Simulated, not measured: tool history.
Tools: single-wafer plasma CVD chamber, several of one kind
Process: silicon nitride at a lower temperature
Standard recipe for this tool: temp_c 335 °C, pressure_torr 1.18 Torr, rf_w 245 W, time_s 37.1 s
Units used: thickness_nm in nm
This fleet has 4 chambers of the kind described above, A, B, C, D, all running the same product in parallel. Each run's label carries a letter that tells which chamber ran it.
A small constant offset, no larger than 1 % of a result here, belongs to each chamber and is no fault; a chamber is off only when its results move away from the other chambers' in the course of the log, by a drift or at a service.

| run | hour | temp_c | pressure_torr | rf_w | time_s | read-back reference wafer on the same gauge, thickness_nm | thickness_nm |
|---|---|---|---|---|---|---|---|
| 1C | 9.6 | 335 | 1.18 | 245 | 37.1 | 34.096 | 34.544 |
| 2D | 21.0 | 335 | 1.18 | 245 | 37.1 | 34.094 | 35.112 |
| 3A | 33.2 | 335 | 1.18 | 245 | 37.1 | 34.058 | 34.763 |
| 4B | 45.4 | 335 | 1.18 | 245 | 37.1 | 34.085 | 35.093 |
|  | 48.9 | chamber C: thermocouple changed; heater temperature recalibrated |
| 5D | 52.5 | 335 | 1.18 | 245 | 37.1 | 34.087 | 34.796 |
| 6C | 61.7 | 335 | 1.18 | 245 | 37.1 | 34.105 | 34.743 |
| 7B | 68.4 | 335 | 1.31 | 200 | 37.1 | 34.065 | 31.204 |
| 8A | 78.8 | 335 | 1.31 | 200 | 37.1 | 34.114 | 30.980 |
| 9A | 85.1 | 335 | 1.31 | 200 | 37.1 | 34.128 | 30.661 |
| 10C | 97.0 | 335 | 1.31 | 200 | 37.1 | 34.063 | 30.902 |
| 11D | 107.3 | 335 | 1.18 | 245 | 37.1 | 34.084 | 35.482 |
| 12B | 115.6 | 335 | 1.18 | 245 | 37.1 | 34.089 | 35.065 |
| 13D | 124.0 | 335 | 1.18 | 245 | 37.1 | 34.056 | 35.112 |
| 14A | 130.5 | 335 | 1.18 | 245 | 44.2 | 34.112 | 41.608 |
| 15C | 138.7 | 335 | 1.18 | 245 | 44.2 | 34.163 | 41.246 |
| 16B | 147.0 | 335 | 1.18 | 245 | 44.2 | 34.119 | 41.342 |
| 17B | 157.4 | 335 | 1.18 | 245 | 44.2 | 34.081 | 41.761 |
| 18A | 168.7 | 335 | 1.18 | 245 | 37.1 | 34.056 | 34.923 |
| 19D | 176.1 | 335 | 1.18 | 245 | 37.1 | 34.078 | 35.537 |
| 20C | 187.8 | 335 | 1.18 | 245 | 37.1 | 34.075 | 34.737 |
| 21A | 199.3 | 335 | 1.37 | 290 | 37.1 | 34.087 | 41.058 |
| 22D | 210.4 | 335 | 1.37 | 290 | 37.1 | 34.060 | 40.930 |
| 23B | 217.4 | 335 | 1.37 | 290 | 37.1 | 34.084 | 41.321 |
| 24C | 224.3 | 335 | 1.37 | 290 | 37.1 | 34.099 | 40.615 |
| 25A | 232.2 | 335 | 1.18 | 245 | 37.1 | 34.084 | 34.787 |
| 26C | 243.5 | 335 | 1.18 | 245 | 37.1 | 34.100 | 34.751 |
| 27D | 255.3 | 335 | 1.18 | 245 | 37.1 | 34.121 | 35.277 |
| 28B | 263.1 | 335 | 1.18 | 245 | 37.1 | 34.116 | 34.902 |
| 29C | 269.4 | 335 | 1.18 | 245 | 37.1 | 34.079 | 34.679 |
| 30B | 275.9 | 335 | 1.18 | 245 | 37.1 | 34.129 | 35.373 |
| 31D | 283.2 | 335 | 1.18 | 245 | 33.6 | 34.097 | 32.005 |
| 32A | 289.3 | 335 | 1.18 | 245 | 33.6 | 34.102 | 31.341 |
| 33B | 295.7 | 335 | 1.18 | 245 | 33.6 | 34.039 | 31.664 |
| 34D | 302.2 | 335 | 1.18 | 245 | 33.6 | 34.126 | 32.116 |
| 35A | 308.7 | 329 | 1.18 | 265 | 37.1 | 34.063 | 37.154 |
| 36C | 315.5 | 329 | 1.18 | 265 | 37.1 | 34.094 | 36.317 |
| 37B | 326.3 | 329 | 1.18 | 265 | 37.1 | 34.100 | 37.333 |
| 38A | 339.0 | 329 | 1.18 | 265 | 37.1 | 34.101 | 37.431 |
| 39D | 345.9 | 335 | 1.18 | 245 | 37.1 | 34.083 | 35.219 |
| 40C | 356.4 | 335 | 1.18 | 245 | 37.1 | 34.110 | 34.442 |
| 41D | 368.5 | 335 | 1.18 | 245 | 37.1 | 34.100 | 35.129 |

Next, all 4 chambers run the settings below, one line each with question marks for the results. What does each chamber give?
| 42A | 377.6 | 335 | 1.18 | 265 | 37.1 |  | ? |
| 42B | 377.6 | 335 | 1.18 | 265 | 37.1 |  | ? |
| 42C | 377.6 | 335 | 1.18 | 265 | 37.1 |  | ? |
| 42D | 377.6 | 335 | 1.18 | 265 | 37.1 |  | ? |

| run | thickness_nm |
|---|---|
| 42A | 36.973 |
| 42B | 37.028 |
| 42C | 36.573 |
| 42D | 36.939 |

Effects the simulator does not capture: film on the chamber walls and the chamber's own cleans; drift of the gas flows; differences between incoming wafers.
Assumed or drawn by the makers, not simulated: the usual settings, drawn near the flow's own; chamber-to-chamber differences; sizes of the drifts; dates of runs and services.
